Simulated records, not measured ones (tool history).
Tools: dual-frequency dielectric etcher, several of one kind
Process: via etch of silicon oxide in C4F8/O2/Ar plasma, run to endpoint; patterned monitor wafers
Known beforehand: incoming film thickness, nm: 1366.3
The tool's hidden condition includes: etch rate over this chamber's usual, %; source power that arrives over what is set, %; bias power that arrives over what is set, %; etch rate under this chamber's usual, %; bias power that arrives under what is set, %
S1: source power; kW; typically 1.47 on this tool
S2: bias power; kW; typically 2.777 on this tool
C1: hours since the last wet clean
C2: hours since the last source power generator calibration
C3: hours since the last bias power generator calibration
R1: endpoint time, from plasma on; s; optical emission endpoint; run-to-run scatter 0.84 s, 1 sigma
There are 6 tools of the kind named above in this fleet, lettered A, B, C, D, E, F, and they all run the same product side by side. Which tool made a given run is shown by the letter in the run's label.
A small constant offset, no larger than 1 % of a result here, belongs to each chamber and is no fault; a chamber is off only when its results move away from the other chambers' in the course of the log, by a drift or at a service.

run 1C day=0.192 | S1=1.47 S2=2.777 | C1=228.7 C2=714.8 C3=1871.6 | R1=278.02
run 2E day=0.362 | S1=1.47 S2=2.777 | C1=191.2 C2=717.2 C3=3359.4 | R1=275.57
run 3B day=0.538 | S1=1.47 S2=2.777 | C1=187.1 C2=2609.9 C3=2858.5 | R1=278.67
run 4A day=0.717 | S1=1.47 S2=2.777 | C1=81.2 C2=870.3 C3=373.1 | R1=272.97
run 5D day=1.033 | S1=1.47 S2=2.777 | C1=301.2 C2=1583.3 C3=2050.1 | R1=277.24
run 6F day=1.375 | S1=1.47 S2=2.777 | C1=269.1 C2=633.3 C3=837.9 | R1=277
run 7A day=1.554 | S1=1.47 S2=2.777 | C1=101.3 C2=890.4 C3=393.2 | R1=273.47
run 8F day=1.767 | S1=1.47 S2=2.777 | C1=278.5 C2=642.7 C3=847.3 | R1=278.85
run 9D day=1.938 | S1=1.47 S2=2.777 | C1=322.9 C2=1605 C3=2071.8 | R1=276.73
run 10E day=2.212 | S1=1.47 S2=2.777 | C1=235.6 C2=761.6 C3=3403.8 | R1=274.43
run 11B day=2.429 | S1=1.47 S2=2.777 | C1=232.5 C2=2655.3 C3=2903.9 | R1=278.47
run 12C day=2.621 | S1=1.47 S2=2.777 | C1=287 C2=773.1 C3=1929.9 | R1=276.59
run 13F day=2.975 | S1=1.47 S2=2.777 | C1=307.5 C2=671.7 C3=876.3 | R1=278.23
run 14E day=3.212 | S1=1.47 S2=2.777 | C1=259.6 C2=785.6 C3=3427.8 | R1=272.4
run 15D day=3.488 | S1=1.28 S2=2.47 | C1=360.1 C2=1642.2 C3=2109 | R1=303.36
run 16A day=3.729 | S1=1.28 S2=2.47 | C1=153.5 C2=942.6 C3=445.4 | R1=299.22
run 17B day=4.067 | S1=1.28 S2=2.47 | C1=271.8 C2=2694.6 C3=2943.2 | R1=304.76
run 18C day=4.258 | S1=1.28 S2=2.47 | C1=326.3 C2=812.4 C3=1969.2 | R1=304.15
run 19E day=4.508 | S1=1.28 S2=2.47 | C1=290.7 C2=816.7 C3=3458.9 | R1=300.83
run 20C day=4.692 | S1=1.28 S2=2.47 | C1=336.7 C2=822.8 C3=1979.6 | R1=302.45
run 21D day=4.992 | S1=1.47 S2=2.777 | C1=396.2 C2=1678.3 C3=2145.1 | R1=277.95
run 22F day=5.325 | S1=1.47 S2=2.777 | C1=363.9 C2=728.1 C3=932.7 | R1=279.46
run 23A day=5.675 | S1=1.47 S2=2.777 | C1=200.2 C2=989.3 C3=492.1 | R1=274.51
run 24B day=5.925 | S1=1.24 S2=3.442 | C1=316.4 C2=2739.2 C3=2987.8 | R1=278.35
run 25A day=6.133 | S1=1.24 S2=3.442 | C1=211.2 C2=1000.3 C3=503.1 | R1=273.68
run 26B day=6.35 | S1=1.24 S2=3.442 | C1=326.6 C2=2749.4 C3=2998 | R1=280.16
-- day=6.429 chamber D: wet clean of the chamber
run 27F day=6.538 | S1=1.24 S2=3.442 | C1=393 C2=757.2 C3=961.8 | R1=277.24
run 28C day=6.738 | S1=1.24 S2=3.442 | C1=385.8 C2=871.9 C3=2028.7 | R1=277.09
run 29D day=6.988 | S1=1.24 S2=3.442 | C1=13.4 C2=1726.2 C3=2193 | R1=276.74
run 30E day=7.258 | S1=1.15 S2=3.096 | C1=356.7 C2=882.7 C3=3524.9 | R1=292.24
run 31F day=7.554 | S1=1.15 S2=3.096 | C1=417.4 C2=781.6 C3=986.2 | R1=295.36
run 32A day=7.762 | S1=1.15 S2=3.096 | C1=250.3 C2=1039.4 C3=542.2 | R1=291.7
run 33E day=8.146 | S1=1.15 S2=3.096 | C1=378 C2=904 C3=3546.2 | R1=290.95
run 34C day=8.525 | S1=1.15 S2=3.096 | C1=428.7 C2=914.8 C3=2071.6 | R1=295.22
run 35B day=8.812 | S1=1.15 S2=3.096 | C1=385.7 C2=2808.5 C3=3057.1 | R1=298.17
run 36D day=9.092 | S1=1.47 S2=2.777 | C1=63.9 C2=1776.7 C3=2243.5 | R1=277.36
run 37D day=9.292 | S1=1.47 S2=2.777 | C1=68.7 C2=1781.5 C3=2248.3 | R1=277.39
run 38C day=9.571 | S1=1.47 S2=2.777 | C1=453.8 C2=939.9 C3=2096.7 | R1=278.07
run 39F day=9.758 | S1=1.47 S2=2.777 | C1=470.3 C2=834.5 C3=1039.1 | R1=280.33
run 40B day=10.117 | S1=1.47 S2=2.777 | C1=417 C2=2839.8 C3=3088.4 | R1=282.25
run 41A day=10.371 | S1=1.47 S2=2.777 | C1=312.9 C2=1102 C3=604.8 | R1=273.89

Next, all 6 chambers run the settings below, one line each with question marks for the results. What does each chamber give?
run 42A day=10.642 | S1=1.47 S2=2.199 | R1=?
run 42B day=10.642 | S1=1.47 S2=2.199 | R1=?
run 42C day=10.642 | S1=1.47 S2=2.199 | R1=?
run 42D day=10.642 | S1=1.47 S2=2.199 | R1=?
run 42E day=10.642 | S1=1.47 S2=2.199 | R1=?
run 42F day=10.642 | S1=1.47 S2=2.199 | R1=?

run=42A R1=292.86
run=42B R1=303.26
run=42C R1=297.04
run=42D R1=297.34
run=42E R1=294.1
run=42F R1=300.87
